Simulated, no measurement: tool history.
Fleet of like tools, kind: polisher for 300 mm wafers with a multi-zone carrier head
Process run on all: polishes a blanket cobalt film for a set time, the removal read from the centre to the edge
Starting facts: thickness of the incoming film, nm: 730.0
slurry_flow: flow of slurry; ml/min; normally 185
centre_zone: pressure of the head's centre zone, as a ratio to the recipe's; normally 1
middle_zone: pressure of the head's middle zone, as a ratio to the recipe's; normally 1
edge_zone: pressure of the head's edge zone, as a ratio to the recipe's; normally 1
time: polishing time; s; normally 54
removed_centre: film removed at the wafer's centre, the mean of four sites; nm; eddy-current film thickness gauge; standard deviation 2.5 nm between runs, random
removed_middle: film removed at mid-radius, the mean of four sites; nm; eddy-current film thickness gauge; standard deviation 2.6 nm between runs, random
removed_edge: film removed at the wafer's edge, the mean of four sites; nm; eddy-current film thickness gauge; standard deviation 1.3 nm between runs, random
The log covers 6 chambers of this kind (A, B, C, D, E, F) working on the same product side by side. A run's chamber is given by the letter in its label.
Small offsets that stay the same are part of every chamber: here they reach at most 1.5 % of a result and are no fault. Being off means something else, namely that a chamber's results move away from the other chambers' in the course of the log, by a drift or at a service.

run,hour,slurry_flow,centre_zone,middle_zone,edge_zone,time,removed_centre,removed_middle,removed_edge
1F,12.1,185,1,1,1,54,205.67,201.43,207.11
2C,19.9,185,1,1,1,54,205.84,203.81,205.6
# hour 29.3: chamber C: slurry nozzle cleaned
3D,32,185,1,1,1,54,208.94,203.98,208.11
4B,38.3,185,1,1,1,54,209.25,201.21,203.11
5A,50.7,185,1,1,1,54,208.55,210,203.78
# hour 62.4: chamber A: worn pad replaced by a new one
6E,63.7,185,1,1.09,0.95,54,203.17,222.55,199.11
# hour 69: chamber B: slurry nozzle cleaned
# hour 69.2: chamber C: worn pad replaced by a new one
# hour 70.6: chamber D: edge zone pressure recalibrated
7D,71.3,185,1,1.09,0.95,54,207.33,222.33,199
# hour 78.3: chamber B: worn pad replaced by a new one
8F,83.7,185,1,1.09,0.95,54,207.63,219.62,198.89
# hour 88.3: chamber D: worn pad replaced by a new one
9E,91.6,185,1,1.09,0.95,54,200.31,217.42,199.67
# hour 100.3: chamber F: worn pad replaced by a new one
10A,103.6,185,1,1.09,0.95,54,208.36,226.38,198.93
11B,116.1,185,1,1.09,0.95,54,209.04,219.04,199.38
12C,125.6,185,1,1,1,54,203.25,201.54,208.07
13D,134.2,185,1,1,1,54,208.07,200.71,207.06
# hour 141.5: chamber C: worn pad replaced by a new one
14F,142.3,185,1,1,1,54,207.67,201.29,205.63
15E,152.3,185,1,1,1,54,203.23,206.33,203.12
# hour 158.7: chamber A: slurry nozzle cleaned
# hour 160.6: chamber F: edge zone pressure recalibrated
# hour 164.7: chamber D: centre zone pressure recalibrated
16A,165.2,185,1,1,1,54,208.1,206.89,203.26
# hour 167: chamber B: worn pad replaced by a new one
17C,171.4,185,1,1,1,54,204.08,200.58,207.48
# hour 173.3: chamber A: worn pad replaced by a new one
18B,177.2,185,1,1,1,54,208.93,208.61,203.16
19A,186.3,185,1,1,1,54,200.65,209.46,206.15
20D,198.4,185,1,1,1,54,203,203.6,207.52
# hour 201.8: chamber B: edge zone pressure recalibrated
# hour 209.2: chamber C: centre zone pressure recalibrated
21E,209.9,185,1,1,1,54,200.17,204.6,199.68
22B,217.6,145,1,1,0.94,54,198.36,199.68,194.07
23C,229.9,145,1,1,0.94,54,195.09,195.86,194.22
# hour 230: chamber D: worn pad replaced by a new one
# hour 232.5: chamber C: worn pad replaced by a new one
# hour 232.8: chamber E: slurry nozzle cleaned
24F,236.5,145,1,1,0.94,54,197.05,194.71,192.65
# hour 243.1: chamber F: worn pad replaced by a new one
25B,246.4,145,1,1,0.94,54,190.96,199.27,192.73
26E,258.1,145,1,1,0.94,54,186.91,192.68,187.9
27C,264.9,145,1,1,0.94,54,193.22,196.95,195.12
# hour 268: chamber B: worn pad replaced by a new one
28D,276.3,185,1,1,1,54,206.31,200.89,207.46
29A,289.3,185,1,1.09,1,54,206.91,221.53,203.6
# hour 301.2: chamber A: worn pad replaced by a new one
30F,302.7,185,1,1.09,1,54,212.22,222.67,204.27
31E,315.3,185,1,1.09,1,54,192.7,213.37,194.19
# hour 317.1: chamber C: worn pad replaced by a new one
32C,327.2,185,1,1.09,1,54,205,219.08,205.98
33A,339.5,185,1,1.09,1,54,208.22,225.89,202.27
34D,349.1,185,1,1.09,1,54,203.11,222.05,203.04
# hour 354.2: chamber B: worn pad replaced by a new one
35B,355.3,185,1,1,1,54,208.5,199.15,205.48
# hour 365.4: chamber F: slurry nozzle cleaned
36F,366.6,185,1,1,1,54,208.56,204.49,209.09
37A,378.1,185,1,1.09,1.09,54,203.58,223.8,212.74

All 6 chambers run these settings next. Forecast each chamber's results:
38A,387.7,185,1,0.96,1,54,?,?,?
38B,387.7,185,1,0.96,1,54,?,?,?
38C,387.7,185,1,0.96,1,54,?,?,?
38D,387.7,185,1,0.96,1,54,?,?,?
38E,387.7,185,1,0.96,1,54,?,?,?
38F,387.7,185,1,0.96,1,54,?,?,?

run,removed_centre,removed_middle,removed_edge
38A,201.82,197.4,201.95
38B,205.93,198.7,205.53
38C,208.98,194.57,205.01
38D,203.37,193.49,204.68
38E,188.07,185.18,190.71
38F,205.4,197.75,206.12
